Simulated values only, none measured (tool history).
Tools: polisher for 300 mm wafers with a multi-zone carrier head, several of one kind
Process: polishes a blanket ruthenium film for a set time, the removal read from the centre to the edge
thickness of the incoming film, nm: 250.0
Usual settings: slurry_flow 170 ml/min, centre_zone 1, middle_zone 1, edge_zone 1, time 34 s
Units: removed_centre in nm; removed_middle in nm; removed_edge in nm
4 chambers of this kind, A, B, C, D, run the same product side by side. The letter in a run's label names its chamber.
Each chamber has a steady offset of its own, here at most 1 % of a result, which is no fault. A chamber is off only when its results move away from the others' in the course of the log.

| run | hour | slurry_flow | centre_zone | middle_zone | edge_zone | time | removed_centre | removed_middle | removed_edge |
|---|---|---|---|---|---|---|---|---|---|
|  | 4.1 | chamber B: centre zone pressure recalibrated |
|  | 9.9 | chamber A: worn pad replaced by a new one |
| 1D | 10.8 | 170 | 1 | 1 | 1 | 34 | 31.004 | 31.178 | 31.07 |
| 2C | 16.5 | 170 | 1 | 1 | 1 | 34 | 31.046 | 31.518 | 31.341 |
|  | 22.4 | chamber B: worn pad replaced by a new one |
| 3A | 27.4 | 170 | 1 | 1 | 1 | 34 | 31.63 | 31.315 | 31.273 |
| 4B | 37.2 | 170 | 1 | 1 | 1 | 34 | 31.515 | 31.355 | 31.125 |
| 5D | 43 | 170 | 1 | 1 | 1 | 34 | 31.766 | 31.016 | 31.19 |
| 6C | 52.1 | 170 | 1 | 1 | 1 | 34 | 31.022 | 31.688 | 31.385 |
|  | 58.3 | chamber C: worn pad replaced by a new one |
| 7B | 63.5 | 170 | 1 | 1 | 1 | 34 | 31.819 | 31.608 | 31.832 |
|  | 68.1 | chamber D: worn pad replaced by a new one |
| 8A | 74.7 | 170 | 1 | 1 | 1 | 34 | 31.424 | 31.172 | 30.839 |
| 9A | 85.2 | 170 | 1 | 1 | 1 | 34 | 31.654 | 32.088 | 31.393 |
|  | 92.8 | chamber C: centre zone pressure recalibrated |
|  | 95.2 | chamber B: worn pad replaced by a new one |
|  | 95.3 | chamber A: worn pad replaced by a new one |
| 10C | 96.5 | 170 | 1 | 1 | 1 | 34 | 31.287 | 31.475 | 31.57 |
| 11D | 102.9 | 170 | 1 | 1 | 1 | 34 | 31.309 | 30.923 | 31.466 |
| 12B | 111.8 | 170 | 1 | 1 | 1 | 34 | 31.776 | 31.43 | 31.257 |
| 13A | 118.2 | 170 | 1 | 0.93 | 1 | 34 | 31.355 | 29.169 | 31.568 |
|  | 119.8 | chamber C: worn pad replaced by a new one |
| 14B | 125.7 | 170 | 1 | 0.93 | 1 | 34 | 31.836 | 29.971 | 31.806 |
| 15D | 134 | 170 | 1 | 0.93 | 1 | 34 | 31.321 | 29.163 | 31.164 |
| 16C | 140.6 | 170 | 1 | 0.93 | 1 | 34 | 31.246 | 29.633 | 31.693 |
| 17B | 147.3 | 170 | 1 | 1 | 1 | 34 | 31.129 | 31.255 | 31.27 |
| 18A | 156.5 | 170 | 1 | 1 | 1 | 34 | 31.588 | 31.208 | 31.399 |
|  | 162.3 | chamber D: worn pad replaced by a new one |
| 19C | 166.8 | 170 | 1 | 1 | 1 | 34 | 31.4 | 31.351 | 31.575 |
| 20D | 173.4 | 170 | 1.05 | 1 | 1 | 34 | 33.33 | 31.165 | 31.349 |
|  | 175.9 | chamber B: worn pad replaced by a new one |
|  | 179.8 | chamber C: worn pad replaced by a new one |
| 21D | 183.9 | 170 | 1.05 | 1 | 1 | 34 | 33.212 | 31.278 | 31.326 |
|  | 185.9 | chamber A: worn pad replaced by a new one |
| 22A | 192.4 | 170 | 1.05 | 1 | 1 | 34 | 33.075 | 31.509 | 31.58 |
| 23B | 197.9 | 170 | 1.05 | 1 | 1 | 34 | 33.068 | 31.249 | 31.414 |
| 24C | 206.5 | 170 | 1 | 1 | 1 | 34 | 31.11 | 31.616 | 31.786 |
| 25C | 218.3 | 170 | 1 | 1 | 1 | 34 | 31.705 | 31.417 | 31.414 |
| 26D | 226.5 | 170 | 1 | 1 | 1 | 34 | 31.727 | 31.172 | 31.21 |
| 27A | 235.6 | 170 | 1 | 1.05 | 1.04 | 34 | 31.302 | 33.651 | 31.776 |
|  | 241.2 | chamber C: worn pad replaced by a new one |
| 28B | 243.5 | 170 | 1 | 1.05 | 1.04 | 34 | 31.722 | 32.989 | 32.008 |
|  | 246.9 | chamber B: worn pad replaced by a new one |
| 29D | 255.1 | 170 | 1 | 1.05 | 1.04 | 34 | 31.436 | 32.647 | 31.814 |
|  | 258.6 | chamber D: worn pad replaced by a new one |
| 30C | 261.6 | 170 | 1 | 1.05 | 1.04 | 34 | 31.35 | 33.087 | 32.245 |
| 31B | 269.2 | 170 | 1 | 1 | 1 | 34 | 31.448 | 31.416 | 31.284 |
| 32A | 279.5 | 170 | 1 | 1 | 1 | 34 | 31.348 | 31.386 | 31.244 |
| 33B | 285.9 | 170 | 1 | 1.08 | 1 | 34 | 31.393 | 33.802 | 31.271 |
|  | 290.5 | chamber A: worn pad replaced by a new one |
| 34D | 292.9 | 170 | 1 | 1.08 | 1 | 34 | 31.577 | 33.24 | 30.957 |
|  | 303 | chamber D: slurry nozzle cleaned |
| 35C | 304.1 | 170 | 1 | 1.08 | 1 | 34 | 31.416 | 33.9 | 31.515 |
|  | 307.3 | chamber C: worn pad replaced by a new one |
| 36A | 310.8 | 170 | 1 | 1.08 | 1 | 34 | 31.432 | 33.878 | 31.302 |
|  | 315.2 | chamber A: slurry nozzle cleaned |
|  | 321 | chamber B: worn pad replaced by a new one |
| 37D | 322.9 | 170 | 1 | 1 | 1 | 34 | 31.344 | 31.162 | 30.935 |
| 38B | 332.6 | 170 | 1 | 1 | 1 | 34 | 31.388 | 31.044 | 31.501 |
| 39A | 339.2 | 170 | 1 | 1 | 1 | 34 | 31.625 | 31.171 | 31.018 |
| 40C | 348.1 | 145 | 1 | 1.07 | 1 | 34 | 30.648 | 32.814 | 30.726 |

What goes on in this fleet: one chamber off, a drifting gauge, or nothing beyond the chambers' own small offsets? Name the chamber and the cause, if any.

No chamber stands off beyond its own small offset, and the gauge holds steady.

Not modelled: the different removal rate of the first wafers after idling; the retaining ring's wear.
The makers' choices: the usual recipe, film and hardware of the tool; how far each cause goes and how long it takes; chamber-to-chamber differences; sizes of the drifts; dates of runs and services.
